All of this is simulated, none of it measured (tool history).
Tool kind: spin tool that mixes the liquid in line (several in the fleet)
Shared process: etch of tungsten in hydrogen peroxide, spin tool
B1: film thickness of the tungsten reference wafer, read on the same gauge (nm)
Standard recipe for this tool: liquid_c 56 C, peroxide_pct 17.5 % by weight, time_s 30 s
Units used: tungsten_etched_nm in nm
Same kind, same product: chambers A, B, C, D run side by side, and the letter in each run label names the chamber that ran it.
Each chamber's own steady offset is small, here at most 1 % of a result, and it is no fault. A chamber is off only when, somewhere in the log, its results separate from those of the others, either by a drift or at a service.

Run 1B, hour 12.6: usual settings; B1 50.012. Result: tungsten_etched_nm 91.529 nm.
At hour 13.1: chamber B: heated supply line repaired.
Run 2D, hour 24.5: usual settings; B1 50.023. Result: tungsten_etched_nm 93.42 nm.
Run 3C, hour 34.1: usual settings; B1 50.016. Result: tungsten_etched_nm 93.084 nm.
Run 4A, hour 42.9: usual settings; B1 49.988. Result: tungsten_etched_nm 90.9 nm.
Run 5D, hour 49.3: usual settings; B1 50.008. Result: tungsten_etched_nm 93.012 nm.
Run 6A, hour 60.1: usual settings; B1 49.99. Result: tungsten_etched_nm 92.75 nm.
Run 7B, hour 71.9: usual settings; B1 50.001. Result: tungsten_etched_nm 93.381 nm.
Run 8C, hour 81.5: usual settings; B1 50.01. Result: tungsten_etched_nm 91.512 nm.
Run 9C, hour 91.5: usual settings; B1 50.017. Result: tungsten_etched_nm 91.613 nm.
Run 10B, hour 100.7: usual settings; B1 49.977. Result: tungsten_etched_nm 92.857 nm.
Run 11D, hour 113.8: usual settings; B1 49.993. Result: tungsten_etched_nm 93.506 nm.
Run 12A, hour 121.2: usual settings; B1 49.996. Result: tungsten_etched_nm 92.113 nm.
Run 13B, hour 133.6: usual settings but liquid_c 50.5 C; B1 50.02. Result: tungsten_etched_nm 66.251 nm.
At hour 140.6: chamber D: heated supply line repaired.
Run 14C, hour 141.7: usual settings but liquid_c 50.5 C; B1 50.003. Result: tungsten_etched_nm 66.427 nm.
Run 15A, hour 152.9: usual settings but liquid_c 50.5 C; B1 50.015. Result: tungsten_etched_nm 66.686 nm.
Run 16D, hour 165.2: usual settings but liquid_c 50.5 C; B1 50.005. Result: tungsten_etched_nm 66.747 nm.
Run 17C, hour 175.7: usual settings; B1 49.979. Result: tungsten_etched_nm 91.467 nm.
Run 18B, hour 182.8: usual settings but liquid_c 65 C, peroxide_pct 16 % by weight; B1 49.987. Result: tungsten_etched_nm 151.67 nm.
Run 19D, hour 189: usual settings but liquid_c 65 C, peroxide_pct 16 % by weight; B1 49.986. Result: tungsten_etched_nm 146.67 nm.
Run 20A, hour 196: usual settings but liquid_c 65 C, peroxide_pct 16 % by weight; B1 50.008. Result: tungsten_etched_nm 146.9 nm.
Run 21C, hour 205.1: usual settings but liquid_c 65 C, peroxide_pct 16 % by weight; B1 49.994. Result: tungsten_etched_nm 146.58 nm.
At hour 205.7: chamber B: thermometer replaced.
Run 22A, hour 214.5: usual settings; B1 49.981. Result: tungsten_etched_nm 93.571 nm.
Run 23B, hour 225: usual settings; B1 50.018. Result: tungsten_etched_nm 91.22 nm.
Run 24D, hour 233.6: usual settings but peroxide_pct 20 % by weight, time_s 45 s; B1 50.031. Result: tungsten_etched_nm 149.19 nm.
Run 25A, hour 242.9: usual settings but peroxide_pct 20 % by weight, time_s 45 s; B1 49.993. Result: tungsten_etched_nm 148.55 nm.
Run 26C, hour 254.3: usual settings but peroxide_pct 20 % by weight, time_s 45 s; B1 49.982. Result: tungsten_etched_nm 146.17 nm.
Run 27B, hour 261.6: usual settings but peroxide_pct 20 % by weight, time_s 45 s; B1 50.019. Result: tungsten_etched_nm 149.17 nm.
Run 28D, hour 271.5: usual settings but liquid_c 59.5 C; B1 49.995. Result: tungsten_etched_nm 115.16 nm.
At hour 280.1: chamber C: heated supply line repaired.
Run 29D, hour 280.3: usual settings but liquid_c 59.5 C; B1 49.998. Result: tungsten_etched_nm 114.64 nm.
Run 30B, hour 288: usual settings but liquid_c 59.5 C; B1 49.998. Result: tungsten_etched_nm 113.89 nm.
Run 31A, hour 297.1: usual settings but liquid_c 59.5 C; B1 49.999. Result: tungsten_etched_nm 114.94 nm.
Run 32C, hour 304.7: usual settings; B1 50.014. Result: tungsten_etched_nm 91.062 nm.
Run 33C, hour 312: usual settings; B1 49.983. Result: tungsten_etched_nm 91.944 nm.
At hour 312.3: chamber D: thermometer replaced.
Run 34A, hour 320: usual settings; B1 49.972. Result: tungsten_etched_nm 92.788 nm.
Run 35B, hour 329.1: usual settings but peroxide_pct 15 % by weight; B1 49.997. Result: tungsten_etched_nm 85.14 nm.
Run 36D, hour 339.7: usual settings but peroxide_pct 15 % by weight; B1 49.962. Result: tungsten_etched_nm 86.188 nm.
Run 37C, hour 351.2: usual settings but peroxide_pct 15 % by weight; B1 50. Result: tungsten_etched_nm 85.374 nm.
Run 38D, hour 362.3: usual settings but peroxide_pct 15 % by weight; B1 50.008. Result: tungsten_etched_nm 85.062 nm.
Run 39B, hour 372.4: usual settings; B1 50.015. Result: tungsten_etched_nm 92.405 nm.
Run 40A, hour 383.1: usual settings; B1 50.015. Result: tungsten_etched_nm 91.872 nm.
Run 41A, hour 392.1: usual settings but liquid_c 47.5 C, time_s 20 s; B1 50.055. Result: tungsten_etched_nm 37.458 nm.
Run 42B, hour 404.1: usual settings but liquid_c 47.5 C, time_s 20 s; B1 50.012. Result: tungsten_etched_nm 35.926 nm.

Decide between three cases: one chamber stands off from its peers, the gauge reading all wafers drifts, or nothing is wrong past each chamber's small offset. Where a chamber is off, say which and what most likely put it there.

Neither any chamber nor the gauge drifts; the chambers differ only by their own small, steady offsets.

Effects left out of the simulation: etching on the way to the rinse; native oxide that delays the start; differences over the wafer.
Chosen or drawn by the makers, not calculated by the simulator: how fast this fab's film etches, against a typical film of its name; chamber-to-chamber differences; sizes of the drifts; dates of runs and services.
